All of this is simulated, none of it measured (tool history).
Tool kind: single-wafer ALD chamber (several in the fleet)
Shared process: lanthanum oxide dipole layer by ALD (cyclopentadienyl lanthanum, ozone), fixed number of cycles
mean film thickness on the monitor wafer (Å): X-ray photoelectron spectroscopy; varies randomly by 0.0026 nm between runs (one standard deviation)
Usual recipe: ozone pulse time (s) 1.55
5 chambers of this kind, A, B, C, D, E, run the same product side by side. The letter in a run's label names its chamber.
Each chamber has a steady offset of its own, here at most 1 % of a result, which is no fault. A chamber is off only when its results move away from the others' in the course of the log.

run	day	ozone pulse time (s)	read-back reference wafer on the same gauge, thickness_nm	mean film thickness on the monitor wafer (Å)
1E	0.242	1.55	0.51106	5.4911
2D	0.496	1.55	0.511	5.5372
3C	0.821	1.55	0.51072	5.5498
4A	1.179	1.55	0.5112	5.6056
5B	1.438	1.55	0.5104	5.5548
6C	1.771	1.55	0.51158	5.5917
7D	1.983	1.55	0.51114	5.5612
8E	2.154	1.55	0.51144	5.5166
9B	2.525	1.22	0.51087	5.2384
10A	2.754	1.22	0.51065	5.2785
11A	3.083	1.22	0.51078	5.2829
12B	3.417	1.22	0.51053	5.3119
13C	3.692	1.22	0.51152	5.3245
14E	3.904	1.55	0.5114	5.4928
15D	4.154	2.02	0.51081	5.7168
16A	4.458	2.02	0.51089	5.7051
17C	4.675	2.02	0.51055	5.6931
18D	4.9	2.02	0.51074	5.6812
19E	5.079	2.02	0.51072	5.6844
20B	5.433	1.55	0.51024	5.5733
21A	5.729	1.55	0.51049	5.5797
22D	5.921	1.55	0.51136	5.5881
23E	6.233	1.55	0.51062	5.5332
24B	6.421	1.55	0.5115	5.5278
25C	6.8	1.55	0.51054	5.5878
26C	7.121	1.55	0.51161	5.5558
27A	7.333	1.55	0.51107	5.5267
28D	7.6	1.55	0.51146	5.5418
29B	7.875	1.55	0.51134	5.5252
30E	8.129	1.14	0.51099	5.2043
31D	8.417	1.14	0.51071	5.2146
32A	8.671	1.14	0.51102	5.2025
33B	9.021	1.14	0.51141	5.2356
34C	9.304	1.14	0.51119	5.2767
35E	9.496	1.04	0.5107	5.054
36C	9.692	1.04	0.5106	5.1462
37D	9.862	1.04	0.51149	5.1023
38A	10.154	1.04	0.51072	5.0186
39B	10.342	1.04	0.51085	5.0777
40E	10.654	1.55	0.51103	5.4829

All chambers now run identical settings, listed one chamber a line with results as question marks. What results will each chamber show?
41A	10.925	2.02		?
41B	10.925	2.02		?
41C	10.925	2.02		?
41D	10.925	2.02		?
41E	10.925	2.02		?

run	mean film thickness on the monitor wafer (Å)
41A	5.6995
41B	5.7064
41C	5.7247
41D	5.7109
41E	5.6738
